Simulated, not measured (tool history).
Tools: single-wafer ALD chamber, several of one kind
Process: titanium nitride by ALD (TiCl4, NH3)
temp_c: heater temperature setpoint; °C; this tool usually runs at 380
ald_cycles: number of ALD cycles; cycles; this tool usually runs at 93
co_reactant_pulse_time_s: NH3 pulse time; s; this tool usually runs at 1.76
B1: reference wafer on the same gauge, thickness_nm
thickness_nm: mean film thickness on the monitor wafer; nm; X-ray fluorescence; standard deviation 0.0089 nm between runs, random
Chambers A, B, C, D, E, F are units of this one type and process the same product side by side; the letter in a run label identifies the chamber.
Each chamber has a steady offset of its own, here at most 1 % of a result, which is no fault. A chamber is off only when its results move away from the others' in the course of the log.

run 1B hour=3.8 | temp_c=380 ald_cycles=93 co_reactant_pulse_time_s=1.76 | B1=1.8784 | thickness_nm=2.0021
run 2F hour=10.3 | temp_c=380 ald_cycles=93 co_reactant_pulse_time_s=1.76 | B1=1.8801 | thickness_nm=2.0013
run 3A hour=17.2 | temp_c=380 ald_cycles=93 co_reactant_pulse_time_s=1.76 | B1=1.8817 | thickness_nm=1.9765
run 4E hour=20.8 | temp_c=380 ald_cycles=93 co_reactant_pulse_time_s=1.76 | B1=1.8805 | thickness_nm=2.0016
run 5C hour=25.0 | temp_c=380 ald_cycles=93 co_reactant_pulse_time_s=1.76 | B1=1.8787 | thickness_nm=2.0101
run 6D hour=29.1 | temp_c=380 ald_cycles=93 co_reactant_pulse_time_s=1.76 | B1=1.8801 | thickness_nm=2.0171
run 7B hour=35.1 | temp_c=380 ald_cycles=93 co_reactant_pulse_time_s=1.76 | B1=1.8790 | thickness_nm=1.9911
run 8D hour=39.3 | temp_c=380 ald_cycles=93 co_reactant_pulse_time_s=1.76 | B1=1.8792 | thickness_nm=2.0072
run 9A hour=42.6 | temp_c=380 ald_cycles=93 co_reactant_pulse_time_s=1.76 | B1=1.8800 | thickness_nm=1.9622
run 10C hour=49.1 | temp_c=380 ald_cycles=93 co_reactant_pulse_time_s=1.76 | B1=1.8814 | thickness_nm=2.0145
run 11E hour=53.6 | temp_c=380 ald_cycles=93 co_reactant_pulse_time_s=1.76 | B1=1.8791 | thickness_nm=1.9974
run 12F hour=58.6 | temp_c=380 ald_cycles=83 co_reactant_pulse_time_s=1.54 | B1=1.8801 | thickness_nm=1.8002
run 13B hour=61.9 | temp_c=380 ald_cycles=83 co_reactant_pulse_time_s=1.54 | B1=1.8819 | thickness_nm=1.7572
run 14E hour=67.2 | temp_c=380 ald_cycles=83 co_reactant_pulse_time_s=1.54 | B1=1.8794 | thickness_nm=1.7706
run 15F hour=71.6 | temp_c=380 ald_cycles=83 co_reactant_pulse_time_s=1.54 | B1=1.8795 | thickness_nm=1.7758
run 16D hour=75.7 | temp_c=380 ald_cycles=83 co_reactant_pulse_time_s=1.54 | B1=1.8821 | thickness_nm=1.7658
run 17C hour=80.1 | temp_c=380 ald_cycles=83 co_reactant_pulse_time_s=1.54 | B1=1.8813 | thickness_nm=1.7852
run 18A hour=86.9 | temp_c=380 ald_cycles=93 co_reactant_pulse_time_s=1.76 | B1=1.8800 | thickness_nm=1.9779
run 19E hour=91.0 | temp_c=388 ald_cycles=93 co_reactant_pulse_time_s=1.76 | B1=1.8796 | thickness_nm=2.0164
run 20D hour=94.2 | temp_c=388 ald_cycles=93 co_reactant_pulse_time_s=1.76 | B1=1.8795 | thickness_nm=2.0066
run 21B hour=99.9 | temp_c=388 ald_cycles=93 co_reactant_pulse_time_s=1.76 | B1=1.8815 | thickness_nm=2.0089
run 22A hour=106.2 | temp_c=388 ald_cycles=93 co_reactant_pulse_time_s=1.76 | B1=1.8786 | thickness_nm=2.0019
run 23C hour=110.6 | temp_c=388 ald_cycles=93 co_reactant_pulse_time_s=1.76 | B1=1.8790 | thickness_nm=2.0314
run 24F hour=114.8 | temp_c=388 ald_cycles=93 co_reactant_pulse_time_s=1.76 | B1=1.8810 | thickness_nm=2.0279
run 25F hour=118.0 | temp_c=380 ald_cycles=75 co_reactant_pulse_time_s=2.15 | B1=1.8799 | thickness_nm=1.6361
run 26B hour=124.3 | temp_c=380 ald_cycles=75 co_reactant_pulse_time_s=2.15 | B1=1.8784 | thickness_nm=1.6275
run 27E hour=130.8 | temp_c=380 ald_cycles=75 co_reactant_pulse_time_s=2.15 | B1=1.8810 | thickness_nm=1.6285
run 28C hour=134.3 | temp_c=380 ald_cycles=75 co_reactant_pulse_time_s=2.15 | B1=1.8815 | thickness_nm=1.6403
run 29A hour=139.5 | temp_c=380 ald_cycles=75 co_reactant_pulse_time_s=2.15 | B1=1.8805 | thickness_nm=1.6098
run 30D hour=146.0 | temp_c=380 ald_cycles=75 co_reactant_pulse_time_s=2.15 | B1=1.8794 | thickness_nm=1.6366
run 31C hour=150.9 | temp_c=380 ald_cycles=93 co_reactant_pulse_time_s=1.76 | B1=1.8817 | thickness_nm=2.0253
run 32A hour=155.5 | temp_c=380 ald_cycles=93 co_reactant_pulse_time_s=1.76 | B1=1.8804 | thickness_nm=1.9782
run 33D hour=160.9 | temp_c=380 ald_cycles=93 co_reactant_pulse_time_s=1.76 | B1=1.8806 | thickness_nm=2.0079
run 34F hour=165.5 | temp_c=380 ald_cycles=93 co_reactant_pulse_time_s=1.76 | B1=1.8796 | thickness_nm=2.0143
run 35B hour=170.1 | temp_c=380 ald_cycles=93 co_reactant_pulse_time_s=1.76 | B1=1.8769 | thickness_nm=1.9857
run 36E hour=176.0 | temp_c=380 ald_cycles=93 co_reactant_pulse_time_s=1.76 | B1=1.8826 | thickness_nm=1.9942
run 37A hour=179.9 | temp_c=380 ald_cycles=93 co_reactant_pulse_time_s=1.76 | B1=1.8808 | thickness_nm=1.9944
run 38E hour=186.8 | temp_c=380 ald_cycles=93 co_reactant_pulse_time_s=1.76 | B1=1.8794 | thickness_nm=1.9961
run 39F hour=193.0 | temp_c=380 ald_cycles=93 co_reactant_pulse_time_s=1.76 | B1=1.8812 | thickness_nm=2.0243
run 40B hour=195.9 | temp_c=380 ald_cycles=93 co_reactant_pulse_time_s=1.76 | B1=1.8824 | thickness_nm=1.9811
run 41C hour=200.1 | temp_c=380 ald_cycles=93 co_reactant_pulse_time_s=1.76 | B1=1.8811 | thickness_nm=2.0102
run 42D hour=206.7 | temp_c=387 ald_cycles=93 co_reactant_pulse_time_s=1.76 | B1=1.8793 | thickness_nm=2.0072

Which is it: a chamber that has drifted or been left off by a service, a gauge drift common to all chambers, or only each chamber's usual small offset? If a chamber is off, name it and its likeliest cause.

Nothing is wrong: each chamber keeps only its own small, steady offset and the gauge holds still.

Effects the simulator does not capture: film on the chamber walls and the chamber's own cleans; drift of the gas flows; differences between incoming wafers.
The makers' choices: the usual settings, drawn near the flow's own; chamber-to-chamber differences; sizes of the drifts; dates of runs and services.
